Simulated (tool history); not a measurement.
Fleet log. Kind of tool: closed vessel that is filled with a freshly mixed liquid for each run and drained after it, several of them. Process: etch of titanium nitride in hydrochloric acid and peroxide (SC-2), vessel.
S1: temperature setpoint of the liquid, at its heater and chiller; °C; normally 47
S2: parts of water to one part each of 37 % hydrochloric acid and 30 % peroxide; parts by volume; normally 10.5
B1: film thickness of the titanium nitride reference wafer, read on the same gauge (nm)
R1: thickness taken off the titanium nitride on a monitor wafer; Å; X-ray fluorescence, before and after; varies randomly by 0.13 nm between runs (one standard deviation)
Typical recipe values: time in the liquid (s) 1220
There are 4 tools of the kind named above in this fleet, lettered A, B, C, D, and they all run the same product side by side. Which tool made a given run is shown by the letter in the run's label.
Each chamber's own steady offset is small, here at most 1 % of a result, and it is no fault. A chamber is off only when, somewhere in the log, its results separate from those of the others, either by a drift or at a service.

run 1B hour=3.4 | S1=47 S2=10.5 time_in_the_liquid_(s)=1220 | B1=50.000 | R1=153.800
run 2C hour=9.2 | S1=47 S2=10.5 time_in_the_liquid_(s)=1220 | B1=49.966 | R1=150.780
run 3D hour=15.5 | S1=47 S2=10.5 time_in_the_liquid_(s)=1220 | B1=49.990 | R1=152.750
run 4A hour=19.4 | S1=47 S2=10.5 time_in_the_liquid_(s)=1220 | B1=50.025 | R1=151.440
run 5C hour=24.0 | S1=47 S2=6.0 time_in_the_liquid_(s)=1220 | B1=49.974 | R1=240.430
run 6B hour=31.4 | S1=47 S2=6.0 time_in_the_liquid_(s)=1220 | B1=50.008 | R1=233.740
run 7A hour=38.7 | S1=47 S2=6.0 time_in_the_liquid_(s)=1220 | B1=50.018 | R1=230.530
run 8D hour=42.1 | S1=47 S2=6.0 time_in_the_liquid_(s)=1220 | B1=50.004 | R1=239.200
run 9B hour=49.5 | S1=47 S2=10.5 time_in_the_liquid_(s)=1220 | B1=49.974 | R1=151.060
run 10A hour=54.8 | S1=47 S2=10.5 time_in_the_liquid_(s)=1220 | B1=50.024 | R1=151.560
run 11C hour=60.4 | S1=47 S2=15.0 time_in_the_liquid_(s)=900 | B1=49.996 | R1=81.791
run 12D hour=65.0 | S1=47 S2=15.0 time_in_the_liquid_(s)=900 | B1=49.984 | R1=82.124
run 13D hour=71.5 | S1=47 S2=15.0 time_in_the_liquid_(s)=900 | B1=50.005 | R1=82.853
run 14B hour=79.2 | S1=47 S2=15.0 time_in_the_liquid_(s)=900 | B1=49.993 | R1=83.218
run 15A hour=82.7 | S1=47 S2=10.5 time_in_the_liquid_(s)=1220 | B1=49.991 | R1=153.890
run 16C hour=87.2 | S1=47 S2=10.5 time_in_the_liquid_(s)=1220 | B1=49.978 | R1=149.060
run 17C hour=94.3 | S1=47 S2=10.5 time_in_the_liquid_(s)=1220 | B1=49.962 | R1=150.550
run 18D hour=101.1 | S1=47 S2=6.0 time_in_the_liquid_(s)=1220 | B1=50.017 | R1=240.910
run 19A hour=108.2 | S1=47 S2=6.0 time_in_the_liquid_(s)=1220 | B1=50.004 | R1=246.590
run 20B hour=112.6 | S1=47 S2=6.0 time_in_the_liquid_(s)=1220 | B1=49.980 | R1=235.930
run 21C hour=120.0 | S1=47 S2=6.0 time_in_the_liquid_(s)=1220 | B1=50.017 | R1=236.010
run 22A hour=124.3 | S1=47 S2=10.5 time_in_the_liquid_(s)=1220 | B1=49.997 | R1=161.660
run 23B hour=129.1 | S1=47 S2=10.5 time_in_the_liquid_(s)=1220 | B1=49.992 | R1=151.110
run 24D hour=135.8 | S1=52 S2=10.5 time_in_the_liquid_(s)=590 | B1=50.006 | R1=104.120
run 25C hour=139.6 | S1=52 S2=10.5 time_in_the_liquid_(s)=590 | B1=49.993 | R1=102.110
run 26A hour=146.1 | S1=52 S2=10.5 time_in_the_liquid_(s)=590 | B1=49.992 | R1=111.170
run 27B hour=151.7 | S1=52 S2=10.5 time_in_the_liquid_(s)=590 | B1=49.988 | R1=101.590
run 28D hour=155.2 | S1=47 S2=10.5 time_in_the_liquid_(s)=1220 | B1=49.965 | R1=152.990

Has any chamber moved away from the others, gradually or after a service, or does the common gauge drift, or do the chambers differ only by their own small steady offsets? State the chamber and the most likely cause if one applies.

It is chamber A that slowly wanders off from its peers.
Cause: liquid hotter than its thermometer reads (K) = 1.68.
It could be hard to tell apart here from: chemicals flow above the setpoint (%).

Chamber A could run next with any of the 4 candidate recipes listed below; each alters the usual settings, and their results appear as question marks. Which one brings its results back in line with what the other chambers deliver on the usual settings?
Maximum distance from the other chambers' mean on the usual settings for a result to count as in line: R1 4.700 Å
run 29A-1 hour=160.8 | S1=47.0 S2=11.0 time_in_the_liquid_(s)=1130 | R1=?
run 29A-2 hour=160.8 | S1=48.0 S2=10.5 time_in_the_liquid_(s)=1280 | R1=?
run 29A-3 hour=160.8 | S1=44.5 S2=10.5 time_in_the_liquid_(s)=1220 | R1=?
run 29A-4 hour=160.8 | S1=47.0 S2=10.0 time_in_the_liquid_(s)=1380 | R1=?

Other chambers, usual settings, mean: R1 151.760 Å
run=29A-1 R1=149.200
run=29A-2 R1=187.670
run=29A-3 R1=141.700
run=29A-4 R1=197.340
29A-1 is the one that brings the chamber's results back in line with the other chambers.

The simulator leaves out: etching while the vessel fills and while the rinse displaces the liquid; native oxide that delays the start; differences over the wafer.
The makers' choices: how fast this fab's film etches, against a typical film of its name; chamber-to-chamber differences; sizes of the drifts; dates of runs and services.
